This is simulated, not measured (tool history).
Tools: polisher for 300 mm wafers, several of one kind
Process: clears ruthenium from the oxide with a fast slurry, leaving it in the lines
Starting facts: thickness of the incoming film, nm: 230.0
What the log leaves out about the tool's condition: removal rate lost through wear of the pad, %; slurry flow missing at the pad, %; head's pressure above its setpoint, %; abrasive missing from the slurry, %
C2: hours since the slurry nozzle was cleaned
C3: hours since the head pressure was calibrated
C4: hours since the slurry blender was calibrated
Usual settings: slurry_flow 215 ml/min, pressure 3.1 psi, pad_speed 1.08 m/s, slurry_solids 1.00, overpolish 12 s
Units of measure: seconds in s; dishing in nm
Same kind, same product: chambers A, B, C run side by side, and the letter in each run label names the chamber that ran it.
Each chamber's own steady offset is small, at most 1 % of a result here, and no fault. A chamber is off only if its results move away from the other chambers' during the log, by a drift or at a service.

At hour 2.3: chamber B: head pressure recalibrated.
Run 1A, hour 3.7: usual settings; wafers polished on this pad 668; C2 49.7; C3 124.6; C4 19.7. Result: seconds 50.814 s, dishing 43.153 nm.
Run 2B, hour 8.7: usual settings; wafers polished on this pad 484; C2 25.4; C3 6.4; C4 337.2. Result: seconds 52.284 s, dishing 42.773 nm.
At hour 10.7: chamber A: worn pad replaced by a new one.
Run 3C, hour 12.6: usual settings; wafers polished on this pad 1141; C2 54.8; C3 354.4; C4 168.9. Result: seconds 51.910 s, dishing 42.059 nm.
Run 4A, hour 17.0: usual settings; wafers polished on this pad 103; C2 63.0; C3 137.9; C4 33.0. Result: seconds 51.170 s, dishing 43.196 nm.
Run 5C, hour 20.1: usual settings but slurry_flow 190 ml/min; wafers polished on this pad 1263; C2 62.3; C3 361.9; C4 176.4. Result: seconds 53.662 s, dishing 41.563 nm.
Run 6B, hour 23.0: usual settings but slurry_flow 190 ml/min; wafers polished on this pad 716; C2 39.7; C3 20.7; C4 351.5. Result: seconds 53.631 s, dishing 42.023 nm.
At hour 25.6: chamber C: worn pad replaced by a new one.
Run 7B, hour 26.3: usual settings but slurry_flow 190 ml/min; wafers polished on this pad 770; C2 43.0; C3 24.0; C4 354.8. Result: seconds 53.986 s, dishing 42.440 nm.
At hour 26.7: chamber B: slurry blender recalibrated.
Run 8A, hour 28.6: usual settings; wafers polished on this pad 292; C2 74.6; C3 149.5; C4 44.6. Result: seconds 52.823 s, dishing 43.372 nm.
Run 9C, hour 31.0: usual settings; wafers polished on this pad 88; C2 73.2; C3 372.8; C4 187.3. Result: seconds 52.220 s, dishing 41.875 nm.
Run 10A, hour 34.9: usual settings; wafers polished on this pad 394; C2 80.9; C3 155.8; C4 50.9. Result: seconds 51.595 s, dishing 42.336 nm.
Run 11C, hour 38.5: usual settings; wafers polished on this pad 210; C2 80.7; C3 380.3; C4 194.8. Result: seconds 52.388 s, dishing 42.005 nm.
Run 12B, hour 41.0: usual settings; wafers polished on this pad 1009; C2 57.7; C3 38.7; C4 14.4. Result: seconds 52.046 s, dishing 42.682 nm.
Run 13B, hour 44.7: usual settings; wafers polished on this pad 1069; C2 61.4; C3 42.4; C4 18.1. Result: seconds 51.768 s, dishing 41.865 nm.
Run 14C, hour 47.3: usual settings; wafers polished on this pad 353; C2 89.5; C3 389.1; C4 203.6. Result: seconds 52.756 s, dishing 42.380 nm.
At hour 47.9: chamber B: worn pad replaced by a new one.
Run 15A, hour 50.7: usual settings; wafers polished on this pad 651; C2 96.7; C3 171.6; C4 66.7. Result: seconds 53.107 s, dishing 42.412 nm.
Run 16A, hour 53.5: usual settings; wafers polished on this pad 697; C2 99.5; C3 174.4; C4 69.5. Result: seconds 51.310 s, dishing 42.321 nm.
Run 17C, hour 57.5: usual settings but slurry_solids 1.15, overpolish 15 s; wafers polished on this pad 518; C2 99.7; C3 399.3; C4 213.8. Result: seconds 49.355 s, dishing 55.136 nm.
Run 18B, hour 61.3: usual settings but slurry_solids 1.15, overpolish 15 s; wafers polished on this pad 218; C2 78.0; C3 59.0; C4 34.7. Result: seconds 49.660 s, dishing 55.490 nm.
At hour 65.3: chamber A: worn pad replaced by a new one.
Run 19A, hour 66.0: usual settings but slurry_solids 1.15, overpolish 15 s; wafers polished on this pad 12; C2 112.0; C3 186.9; C4 82.0. Result: seconds 49.181 s, dishing 55.197 nm.
Run 20B, hour 70.2: usual settings; wafers polished on this pad 363; C2 86.9; C3 67.9; C4 43.6. Result: seconds 51.591 s, dishing 43.925 nm.
Run 21C, hour 74.4: usual settings; wafers polished on this pad 793; C2 116.6; C3 416.2; C4 230.7. Result: seconds 52.085 s, dishing 42.520 nm.
Run 22C, hour 79.2: usual settings; wafers polished on this pad 871; C2 121.4; C3 421.0; C4 235.5. Result: seconds 52.772 s, dishing 42.314 nm.
Run 23A, hour 82.4: usual settings; wafers polished on this pad 279; C2 128.4; C3 203.3; C4 98.4. Result: seconds 52.367 s, dishing 42.642 nm.
At hour 83.2: chamber C: slurry blender recalibrated.
Run 24B, hour 85.9: usual settings; wafers polished on this pad 618; C2 102.6; C3 83.6; C4 59.3. Result: seconds 52.416 s, dishing 43.478 nm.
Run 25C, hour 89.7: usual settings; wafers polished on this pad 1042; C2 131.9; C3 431.5; C4 6.6. Result: seconds 53.114 s, dishing 42.544 nm.
Run 26A, hour 92.6: usual settings; wafers polished on this pad 445; C2 138.6; C3 213.5; C4 108.6. Result: seconds 52.846 s, dishing 42.005 nm.
At hour 94.9: chamber C: worn pad replaced by a new one.
Run 27B, hour 97.2: usual settings; wafers polished on this pad 802; C2 113.9; C3 94.9; C4 70.6. Result: seconds 51.807 s, dishing 42.555 nm.
Run 28A, hour 102.1: usual settings; wafers polished on this pad 599; C2 148.1; C3 223.0; C4 118.1. Result: seconds 51.959 s, dishing 42.502 nm.
Run 29C, hour 106.4: usual settings; wafers polished on this pad 187; C2 148.6; C3 448.2; C4 23.3. Result: seconds 53.090 s, dishing 42.600 nm.
Run 30B, hour 109.8: usual settings; wafers polished on this pad 1007; C2 126.5; C3 107.5; C4 83.2. Result: seconds 51.762 s, dishing 42.342 nm.
At hour 113.3: chamber B: worn pad replaced by a new one.
Run 31A, hour 113.9: usual settings but pad_speed 1.30 m/s; wafers polished on this pad 791; C2 159.9; C3 234.8; C4 129.9. Result: seconds 43.675 s, dishing 50.018 nm.
Run 32C, hour 117.0: usual settings but pad_speed 1.30 m/s; wafers polished on this pad 359; C2 159.2; C3 458.8; C4 33.9. Result: seconds 43.928 s, dishing 49.422 nm.
Run 33B, hour 121.5: usual settings but pad_speed 1.30 m/s; wafers polished on this pad 134; C2 138.2; C3 119.2; C4 94.9. Result: seconds 43.416 s, dishing 51.796 nm.

One chamber off, gauge drift, or nothing amiss beyond the chambers' own small offsets? If it is a chamber, which one, and what is the likeliest cause?

No chamber stands off beyond its own small offset, and the gauge holds steady.
